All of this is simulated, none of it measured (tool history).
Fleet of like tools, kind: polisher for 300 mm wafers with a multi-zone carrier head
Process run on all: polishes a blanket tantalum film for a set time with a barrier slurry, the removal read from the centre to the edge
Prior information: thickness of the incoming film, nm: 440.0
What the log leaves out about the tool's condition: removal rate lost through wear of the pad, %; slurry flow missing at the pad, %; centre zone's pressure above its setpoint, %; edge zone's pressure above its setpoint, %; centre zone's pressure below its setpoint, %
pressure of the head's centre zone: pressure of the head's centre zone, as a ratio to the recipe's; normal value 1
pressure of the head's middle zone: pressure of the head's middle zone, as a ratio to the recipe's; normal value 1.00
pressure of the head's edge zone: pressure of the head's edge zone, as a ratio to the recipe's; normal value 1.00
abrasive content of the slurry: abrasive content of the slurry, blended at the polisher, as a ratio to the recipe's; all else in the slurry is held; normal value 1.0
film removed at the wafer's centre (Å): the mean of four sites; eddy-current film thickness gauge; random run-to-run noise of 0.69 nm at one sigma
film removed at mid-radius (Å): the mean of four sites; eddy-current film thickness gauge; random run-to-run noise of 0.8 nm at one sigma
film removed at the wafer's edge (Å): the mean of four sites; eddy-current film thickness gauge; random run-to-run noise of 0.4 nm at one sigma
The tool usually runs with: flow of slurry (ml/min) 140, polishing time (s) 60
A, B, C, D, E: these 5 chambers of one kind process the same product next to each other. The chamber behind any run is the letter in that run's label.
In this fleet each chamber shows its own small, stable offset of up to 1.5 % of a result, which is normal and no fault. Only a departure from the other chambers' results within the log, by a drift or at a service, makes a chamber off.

| run | hour | flow of slurry (ml/min) | pressure of the head's centre zone | pressure of the head's middle zone | pressure of the head's edge zone | abrasive content of the slurry | polishing time (s) | wafers polished on this pad | hours since the slurry nozzle was cleaned | hours since the centre zone pressure was calibrated | hours since the edge zone pressure was calibrated | film removed at the wafer's centre (Å) | film removed at mid-radius (Å) | film removed at the wafer's edge (Å) |
|---|---|---|---|---|---|---|---|---|---|---|---|---|---|---|
| 1A | 4.0 | 140 | 1 | 1.00 | 1.00 | 1.0 | 60 | 740 | 120.2 | 79.0 | 1269.5 | 550.57 | 530.14 | 533.41 |
|  | 4.3 | chamber A: worn pad replaced by a new one |
| 2B | 10.8 | 140 | 1 | 1.00 | 1.00 | 1.0 | 60 | 810 | 299.5 | 1429.9 | 66.0 | 537.98 | 514.06 | 528.44 |
| 3D | 16.8 | 140 | 1 | 1.00 | 1.00 | 1.0 | 60 | 1106 | 122.4 | 722.1 | 151.0 | 533.27 | 530.98 | 525.58 |
|  | 19.6 | chamber E: edge zone pressure recalibrated |
|  | 20.3 | chamber E: worn pad replaced by a new one |
| 4C | 21.2 | 140 | 1 | 1.00 | 1.00 | 1.0 | 60 | 683 | 29.0 | 123.4 | 966.3 | 525.76 | 516.43 | 528.58 |
|  | 23.9 | chamber C: worn pad replaced by a new one |
| 5E | 26.1 | 140 | 1 | 1.00 | 1.00 | 1.0 | 60 | 66 | 190.2 | 551.3 | 6.6 | 538.27 | 542.11 | 526.77 |
| 6B | 31.1 | 140 | 1 | 1.00 | 1.00 | 1.0 | 60 | 1040 | 319.8 | 1450.2 | 86.3 | 549.25 | 523.13 | 531.07 |
| 7C | 34.3 | 140 | 1 | 1.00 | 1.00 | 1.0 | 60 | 117 | 42.1 | 136.5 | 979.4 | 538.58 | 531.14 | 531.17 |
| 8A | 39.7 | 140 | 1 | 1.00 | 1.00 | 1.0 | 60 | 401 | 155.9 | 114.7 | 1305.2 | 532.91 | 529.30 | 523.48 |
|  | 45.2 | chamber B: worn pad replaced by a new one |
| 9D | 45.9 | 140 | 1 | 1.00 | 1.00 | 1.0 | 60 | 1436 | 151.5 | 751.2 | 180.1 | 531.60 | 525.39 | 537.81 |
|  | 48.4 | chamber A: edge zone pressure recalibrated |
|  | 52.0 | chamber D: worn pad replaced by a new one |
| 10E | 52.4 | 140 | 1 | 1.00 | 1.00 | 1.0 | 60 | 363 | 216.5 | 577.6 | 32.9 | 550.65 | 517.37 | 528.85 |
| 11D | 59.0 | 140 | 1 | 1.00 | 1.00 | 1.0 | 60 | 80 | 164.6 | 764.3 | 193.2 | 530.38 | 528.02 | 538.82 |
|  | 63.0 | chamber A: worn pad replaced by a new one |
| 12E | 63.7 | 165 | 1 | 1.00 | 1.00 | 0.9 | 60 | 491 | 227.8 | 588.9 | 44.2 | 543.90 | 542.62 | 522.58 |
| 13C | 68.4 | 165 | 1 | 1.00 | 1.00 | 0.9 | 60 | 503 | 76.2 | 170.6 | 1013.5 | 537.60 | 528.24 | 516.37 |
| 14A | 72.7 | 165 | 1 | 1.00 | 1.00 | 0.9 | 60 | 110 | 188.9 | 147.7 | 24.3 | 546.53 | 533.83 | 526.22 |
| 15B | 76.0 | 165 | 1 | 1.00 | 1.00 | 0.9 | 60 | 349 | 364.7 | 1495.1 | 131.2 | 529.90 | 527.42 | 526.45 |
|  | 76.7 | chamber B: centre zone pressure recalibrated |
| 16C | 79.8 | 165 | 1 | 1.00 | 1.00 | 0.9 | 60 | 632 | 87.6 | 182.0 | 1024.9 | 529.03 | 545.37 | 528.19 |
|  | 85.0 | chamber A: slurry nozzle cleaned |
| 17B | 86.2 | 140 | 1 | 1.00 | 1.00 | 1.0 | 60 | 464 | 374.9 | 9.6 | 141.4 | 458.11 | 520.42 | 528.89 |
|  | 88.1 | chamber C: worn pad replaced by a new one |
| 18E | 91.7 | 140 | 1 | 1.00 | 1.00 | 1.0 | 60 | 808 | 255.8 | 616.9 | 72.2 | 538.04 | 523.16 | 520.55 |
|  | 95.8 | chamber E: worn pad replaced by a new one |
| 19D | 98.9 | 140 | 1 | 1.00 | 1.00 | 1.0 | 60 | 531 | 204.5 | 804.2 | 233.1 | 526.83 | 525.91 | 536.66 |
| 20A | 102.4 | 140 | 1 | 1.00 | 1.00 | 1.0 | 60 | 446 | 17.5 | 177.4 | 54.0 | 540.55 | 541.27 | 527.67 |
| 21C | 108.8 | 140 | 1 | 1.00 | 1.00 | 1.0 | 60 | 234 | 116.6 | 211.0 | 1053.9 | 537.10 | 534.63 | 527.50 |
| 22E | 115.2 | 140 | 1 | 1.00 | 1.00 | 1.0 | 46 | 219 | 279.3 | 640.4 | 95.7 | 411.93 | 408.78 | 405.03 |
| 23D | 121.4 | 140 | 1 | 1.00 | 1.00 | 1.0 | 46 | 786 | 227.0 | 826.7 | 255.6 | 410.88 | 404.96 | 411.73 |
|  | 122.9 | chamber E: slurry nozzle cleaned |
|  | 126.1 | chamber A: worn pad replaced by a new one |
| 24A | 126.4 | 140 | 1 | 1.00 | 1.00 | 1.0 | 46 | 4 | 41.5 | 201.4 | 78.0 | 402.12 | 406.31 | 407.47 |
| 25B | 133.6 | 140 | 1 | 1.00 | 1.00 | 1.0 | 46 | 1001 | 422.3 | 57.0 | 188.8 | 363.26 | 406.58 | 408.30 |
| 26C | 139.8 | 140 | 1 | 1.00 | 1.00 | 1.0 | 46 | 585 | 147.6 | 242.0 | 1084.9 | 405.95 | 404.83 | 407.15 |
|  | 143.6 | chamber B: worn pad replaced by a new one |
| 27E | 144.1 | 140 | 1 | 1.00 | 1.00 | 1.0 | 60 | 546 | 21.2 | 669.3 | 124.6 | 541.43 | 536.54 | 522.22 |
| 28B | 150.9 | 140 | 1 | 1.00 | 1.00 | 1.0 | 60 | 82 | 439.6 | 74.3 | 206.1 | 470.78 | 522.69 | 534.62 |
| 29A | 156.6 | 140 | 1 | 1.00 | 1.00 | 1.0 | 60 | 345 | 71.7 | 231.6 | 108.2 | 519.08 | 538.95 | 535.29 |
| 30D | 159.8 | 100 | 1 | 0.88 | 1.00 | 1.0 | 60 | 1220 | 265.4 | 865.1 | 294.0 | 485.27 | 441.59 | 505.46 |
|  | 164.1 | chamber D: worn pad replaced by a new one |
| 31D | 165.8 | 100 | 1 | 0.88 | 1.00 | 1.0 | 60 | 20 | 271.4 | 871.1 | 300.0 | 474.91 | 431.22 | 510.40 |
|  | 166.3 | chamber C: worn pad replaced by a new one |
| 32E | 172.2 | 100 | 1 | 0.88 | 1.00 | 1.0 | 60 | 864 | 49.3 | 697.4 | 152.7 | 483.74 | 431.70 | 494.89 |
| 33B | 175.9 | 100 | 1 | 0.88 | 1.00 | 1.0 | 60 | 365 | 464.6 | 99.3 | 231.1 | 418.61 | 442.94 | 504.09 |
|  | 177.5 | chamber E: worn pad replaced by a new one |
| 34C | 183.1 | 100 | 1 | 0.88 | 1.00 | 1.0 | 60 | 190 | 190.9 | 285.3 | 1128.2 | 487.00 | 434.06 | 500.16 |
|  | 184.7 | chamber A: worn pad replaced by a new one |
| 35A | 187.4 | 140 | 1 | 1.00 | 1.11 | 1.0 | 60 | 31 | 102.5 | 262.4 | 139.0 | 532.15 | 535.86 | 565.70 |
| 36C | 191.3 | 140 | 1 | 1.00 | 1.11 | 1.0 | 60 | 283 | 199.1 | 293.5 | 1136.4 | 535.88 | 537.08 | 552.34 |
| 37D | 198.2 | 140 | 1 | 1.00 | 1.11 | 1.0 | 60 | 386 | 303.8 | 903.5 | 332.4 | 535.02 | 516.22 | 565.08 |
| 38B | 203.5 | 140 | 1 | 1.00 | 1.11 | 1.0 | 60 | 677 | 492.2 | 126.9 | 258.7 | 484.69 | 535.15 | 560.18 |
| 39A | 208.2 | 140 | 1 | 1.00 | 1.11 | 1.0 | 60 | 266 | 123.3 | 283.2 | 159.8 | 539.70 | 539.94 | 563.21 |
| 40E | 212.3 | 140 | 1 | 1.00 | 1.00 | 1.0 | 60 | 394 | 89.4 | 737.5 | 192.8 | 540.53 | 538.14 | 531.15 |
| 41B | 219.6 | 140 | 1 | 1.00 | 1.00 | 1.0 | 60 | 860 | 508.3 | 143.0 | 274.8 | 483.31 | 523.99 | 533.02 |
| 42C | 222.9 | 140 | 1 | 1.00 | 1.00 | 1.0 | 60 | 640 | 230.7 | 325.1 | 1168.0 | 522.11 | 524.40 | 520.15 |

Is one chamber off against the others, does the gauge drift, or is nothing wrong? If a chamber is off, say which, and what the likeliest cause is.

The work done on chamber B during a service left it standing apart from the others.
Most likely cause: centre zone's pressure below its setpoint, % = 11.1.

Which of the 4 candidates below, each the usual settings with something changed and its results left as question marks, puts chamber B back in line with what the other chambers give on the usual settings?
Allowed miss from the other chambers' usual-settings mean, per result, to count as in line: film removed at the wafer's centre (Å) 24.00; film removed at mid-radius (Å) 28.00; film removed at the wafer's edge (Å) 14.00
| 43B-1 | 228.2 | 145 | 1.03 | 0.99 | 0.99 | 1.0 | 60 |  |  |  |  | ? | ? | ? |
| 43B-2 | 228.2 | 135 | 0.97 | 1.01 | 1.01 | 1.0 | 60 |  |  |  |  | ? | ? | ? |
| 43B-3 | 228.2 | 150 | 1.10 | 0.99 | 0.96 | 1.0 | 60 |  |  |  |  | ? | ? | ? |
| 43B-4 | 228.2 | 130 | 0.90 | 1.01 | 1.04 | 1.0 | 60 |  |  |  |  | ? | ? | ? |

Mean of the other chambers on the usual settings: film removed at the wafer's centre (Å) 531.70; film removed at mid-radius (Å) 531.06; film removed at the wafer's edge (Å) 528.92
| run | film removed at the wafer's centre (Å) | film removed at mid-radius (Å) | film removed at the wafer's edge (Å) |
|---|---|---|---|
| 43B-1 | 489.75 | 529.26 | 530.64 |
| 43B-2 | 450.77 | 531.56 | 530.62 |
| 43B-3 | 530.54 | 532.54 | 524.65 |
| 43B-4 | 410.71 | 527.50 | 535.89 |
It is 43B-3 that realigns the chamber with its peers.
